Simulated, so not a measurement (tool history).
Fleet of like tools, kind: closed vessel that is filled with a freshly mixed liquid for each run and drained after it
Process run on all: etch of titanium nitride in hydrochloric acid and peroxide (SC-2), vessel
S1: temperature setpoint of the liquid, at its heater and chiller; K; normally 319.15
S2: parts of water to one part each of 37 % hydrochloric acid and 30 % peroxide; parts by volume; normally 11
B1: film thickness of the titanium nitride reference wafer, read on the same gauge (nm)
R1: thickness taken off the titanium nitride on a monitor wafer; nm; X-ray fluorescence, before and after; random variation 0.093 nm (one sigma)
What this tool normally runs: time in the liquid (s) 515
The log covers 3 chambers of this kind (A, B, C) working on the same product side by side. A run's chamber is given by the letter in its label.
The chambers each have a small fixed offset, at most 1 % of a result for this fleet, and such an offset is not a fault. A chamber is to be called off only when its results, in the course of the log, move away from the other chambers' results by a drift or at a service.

Run 1A, hour 6.5: usual settings; B1 59.970. Result: R1 11.5290 nm.
Run 2B, hour 16.1: usual settings; B1 59.992. Result: R1 11.5630 nm.
Run 3C, hour 21.2: usual settings; B1 60.001. Result: R1 11.5540 nm.
Run 4A, hour 27.1: usual settings; B1 60.039. Result: R1 11.5430 nm.
Run 5B, hour 32.5: usual settings; B1 59.998. Result: R1 11.6250 nm.
Run 6C, hour 40.2: usual settings; B1 59.993. Result: R1 11.5830 nm.
Run 7C, hour 44.9: usual settings; B1 60.004. Result: R1 11.5060 nm.
Run 8A, hour 50.3: usual settings; B1 59.993. Result: R1 11.5800 nm.
Run 9B, hour 60.3: usual settings; B1 59.994. Result: R1 11.3870 nm.
Run 10C, hour 68.9: usual settings; B1 59.965. Result: R1 11.4180 nm.
Run 11A, hour 75.0: usual settings; B1 60.008. Result: R1 11.6360 nm.
Run 12B, hour 79.8: usual settings; B1 59.994. Result: R1 11.4620 nm.
Run 13C, hour 85.8: usual settings; B1 59.989. Result: R1 11.4320 nm.
Run 14A, hour 90.6: usual settings but time in the liquid (s) 320; B1 60.007. Result: R1 7.1991 nm.
Run 15B, hour 99.6: usual settings but time in the liquid (s) 320; B1 59.987. Result: R1 7.0755 nm.
Run 16A, hour 107.4: usual settings but time in the liquid (s) 320; B1 59.982. Result: R1 7.1146 nm.
Run 17C, hour 112.2: usual settings; B1 60.023. Result: R1 11.4080 nm.
Run 18B, hour 121.7: usual settings; B1 60.014. Result: R1 11.3890 nm.
Run 19C, hour 127.2: usual settings; B1 60.012. Result: R1 11.3480 nm.
Run 20A, hour 135.3: usual settings; B1 60.000. Result: R1 11.7000 nm.
Run 21B, hour 140.1: usual settings; B1 60.015. Result: R1 11.4510 nm.
Run 22B, hour 148.0: usual settings; B1 60.010. Result: R1 11.2840 nm.
Run 23C, hour 154.9: usual settings; B1 60.015. Result: R1 11.6700 nm.
Run 24A, hour 165.3: usual settings; B1 60.008. Result: R1 11.6070 nm.
Run 25A, hour 171.8: usual settings; B1 60.009. Result: R1 11.5180 nm.
Run 26B, hour 176.9: usual settings; B1 59.977. Result: R1 11.3600 nm.
Run 27C, hour 186.0: usual settings; B1 60.020. Result: R1 11.5400 nm.
Run 28C, hour 195.2: usual settings; B1 59.981. Result: R1 11.6520 nm.
Run 29A, hour 204.6: usual settings; B1 60.009. Result: R1 11.7340 nm.
Run 30B, hour 210.0: usual settings but time in the liquid (s) 820; B1 59.999. Result: R1 17.7090 nm.
Run 31B, hour 219.0: usual settings but time in the liquid (s) 820; B1 60.027. Result: R1 17.7760 nm.
Run 32C, hour 229.4: usual settings but time in the liquid (s) 820; B1 59.982. Result: R1 18.4720 nm.
Run 33A, hour 233.9: usual settings; B1 60.046. Result: R1 11.4480 nm.
Run 34B, hour 241.0: usual settings; B1 59.999. Result: R1 10.9130 nm.
Run 35C, hour 247.5: usual settings; B1 60.010. Result: R1 11.7190 nm.
Run 36A, hour 256.5: usual settings; B1 59.989. Result: R1 11.5350 nm.
Run 37B, hour 266.5: usual settings; B1 60.037. Result: R1 10.9500 nm.
Run 38A, hour 275.2: usual settings; B1 59.996. Result: R1 11.6300 nm.
At hour 282.3: chamber A: chemicals flow meter replaced.
Run 39C, hour 282.5: usual settings; B1 60.023. Result: R1 11.5490 nm.
Run 40A, hour 291.6: usual settings but S1 314.65 K, S2 14 parts by volume; B1 59.981. Result: R1 6.8114 nm.
Run 41C, hour 297.5: usual settings but S1 314.65 K, S2 14 parts by volume; B1 60.007. Result: R1 6.8665 nm.
Run 42B, hour 307.0: usual settings but S1 314.65 K, S2 14 parts by volume; B1 60.033. Result: R1 6.4418 nm.
Run 43B, hour 315.3: usual settings; B1 59.993. Result: R1 11.0530 nm.

What goes on in this fleet: one chamber off, a drifting gauge, or nothing beyond the chambers' own small offsets? Name the chamber and the cause, if any.

It is chamber B that slowly wanders off from its peers.
Likeliest cause: peroxide weaker than its label (%) = 6.25.
The log might look much the same if the cause were instead: liquid colder than its thermometer reads (K); chemicals flow below the setpoint (%).

Which of the 4 candidates below, each the usual settings with something changed and its results left as question marks, puts chamber B back in line with what the other chambers give on the usual settings?
Maximum distance from the other chambers' mean on the usual settings for a result to count as in line: R1 0.3300 nm
Run 44B-1, hour 322.7: usual settings but S1 318.15 K. Result: R1 ?.
Run 44B-2, hour 322.7: usual settings but time in the liquid (s) 510. Result: R1 ?.
Run 44B-3, hour 322.7: usual settings but time in the liquid (s) 520. Result: R1 ?.
Run 44B-4, hour 322.7: usual settings but S1 320.15 K. Result: R1 ?.

Other chambers, usual settings, mean: R1 11.5570 nm
  run       R1
44B-1  10.1010
44B-2  10.7280
44B-3  10.9380
44B-4  11.6060
With 44B-4, the chamber falls back in line with the rest.

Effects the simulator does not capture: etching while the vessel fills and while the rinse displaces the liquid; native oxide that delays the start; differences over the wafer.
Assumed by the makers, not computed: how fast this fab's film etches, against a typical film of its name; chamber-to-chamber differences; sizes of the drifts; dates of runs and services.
